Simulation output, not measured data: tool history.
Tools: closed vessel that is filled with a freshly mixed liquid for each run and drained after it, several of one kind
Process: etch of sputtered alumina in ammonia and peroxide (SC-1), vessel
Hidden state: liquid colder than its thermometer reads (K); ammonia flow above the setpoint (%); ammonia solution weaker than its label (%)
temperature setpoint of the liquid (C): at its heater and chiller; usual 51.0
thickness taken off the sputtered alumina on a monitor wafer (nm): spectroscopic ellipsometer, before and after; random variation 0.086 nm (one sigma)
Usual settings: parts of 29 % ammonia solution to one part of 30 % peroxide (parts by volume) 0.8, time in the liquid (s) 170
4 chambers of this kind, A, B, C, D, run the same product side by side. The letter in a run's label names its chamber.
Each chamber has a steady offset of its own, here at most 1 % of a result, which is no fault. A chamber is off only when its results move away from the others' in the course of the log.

run	day	temperature setpoint of the liquid (C)	parts of 29 % ammonia solution to one part of 30 % peroxide (parts by volume)	time in the liquid (s)	hours since the thermometer was replaced	hours since the ammonia flow meter was replaced	hours since the drum of ammonia solution was connected	read-back film thickness of the sputtered alumina reference wafer, read on the same gauge (nm)	thickness taken off the sputtered alumina on a monitor wafer (nm)
1C	0.154	51.0	0.8	170	1310.9	663.7	841.7	69.990	12.1710
2B	0.312	51.0	0.8	170	149.7	182.2	157.0	70.047	12.1850
# day 0.329: chamber C: new drum of ammonia solution connected
3A	0.471	51.0	0.8	170	1560.7	459.9	246.8	70.027	12.3840
4D	0.596	51.0	0.8	170	117.4	1641.5	112.8	69.986	12.2310
5D	0.712	51.0	0.8	170	120.2	1644.3	115.6	70.011	12.3210
6A	0.904	51.0	0.8	170	1571.1	470.3	257.2	69.997	12.2380
7B	0.996	51.0	0.8	170	166.1	198.6	173.4	70.049	12.2790
8C	1.100	51.0	0.8	170	1333.6	686.4	18.6	69.974	12.4040
9C	1.275	51.0	0.8	170	1337.8	690.6	22.8	69.981	12.4240
10B	1.429	51.0	0.8	170	176.5	209.0	183.8	70.030	12.3320
11D	1.608	51.0	0.8	170	141.7	1665.8	137.1	70.008	12.3360
12A	1.700	51.0	0.8	170	1590.2	489.4	276.3	69.971	12.0290
13A	1.900	51.0	0.8	170	1595.0	494.2	281.1	70.008	12.0460
14C	2.096	51.0	0.8	170	1357.5	710.3	42.5	69.948	12.1570
15D	2.225	51.0	0.8	170	156.5	1680.6	151.9	69.931	12.3480
16B	2.371	51.0	0.8	170	199.1	231.6	206.4	69.973	12.1390
17B	2.521	51.0	0.8	170	202.7	235.2	210.0	69.985	12.4230
18C	2.621	51.0	0.8	170	1370.1	722.9	55.1	69.996	12.2920
19D	2.775	51.0	0.8	170	169.7	1693.8	165.1	70.019	12.1860
20A	2.917	57.5	0.8	170	1619.4	518.6	305.5	69.927	16.9030
21A	3.050	57.5	0.8	170	1622.6	521.8	308.7	70.011	16.8080
22B	3.212	57.5	0.8	170	219.3	251.8	226.6	69.978	17.4220
23D	3.333	57.5	0.8	170	183.1	1707.2	178.5	70.026	17.4560
24C	3.471	51.0	0.8	170	1390.5	743.3	75.5	70.023	12.2580
25A	3.600	51.0	0.8	170	1635.8	535.0	321.9	69.980	11.6590
26C	3.800	51.0	0.8	170	1398.4	751.2	83.4	70.017	12.4510
27D	3.983	51.0	0.8	215	198.7	1722.8	194.1	70.020	15.3970
28B	4.075	51.0	0.8	215	240.0	272.5	247.3	70.067	15.5830
29A	4.250	51.0	0.8	215	1651.4	550.6	337.5	70.037	14.3220
# day 4.325: chamber B: new drum of ammonia solution connected
30D	4.404	51.0	0.8	215	208.8	1732.9	204.2	70.054	15.5760
31C	4.508	51.0	0.8	80	1415.4	768.2	100.4	70.032	5.7306
32B	4.629	51.0	0.8	80	253.3	285.8	7.3	70.004	5.7809

What goes on in this fleet: one chamber off, a drifting gauge, or nothing beyond the chambers' own small offsets? Name the chamber and the cause, if any.

Chamber A drifts away from the others.
Cause: liquid colder than its thermometer reads (K) = 1.24.

Here are 4 candidates for chamber A's next run, each the usual settings with a change, their results left as question marks. Which one brings its results back in line with what the others give on the usual settings?
In line means no further than this from the other chambers' mean on the usual settings: thickness taken off the sputtered alumina on a monitor wafer (nm) 0.3000
33A-1	4.775	51.5	0.80	170					?
33A-2	4.775	51.0	0.55	170					?
33A-3	4.775	52.5	0.80	170					?
33A-4	4.775	49.5	0.80	170					?

The other chambers' mean on the usual settings: thickness taken off the sputtered alumina on a monitor wafer (nm) 12.3080
run	thickness taken off the sputtered alumina on a monitor wafer (nm)
33A-1	11.7500
33A-2	11.0320
33A-3	12.4170
33A-4	10.5150
33A-3 brings the chamber back in line.

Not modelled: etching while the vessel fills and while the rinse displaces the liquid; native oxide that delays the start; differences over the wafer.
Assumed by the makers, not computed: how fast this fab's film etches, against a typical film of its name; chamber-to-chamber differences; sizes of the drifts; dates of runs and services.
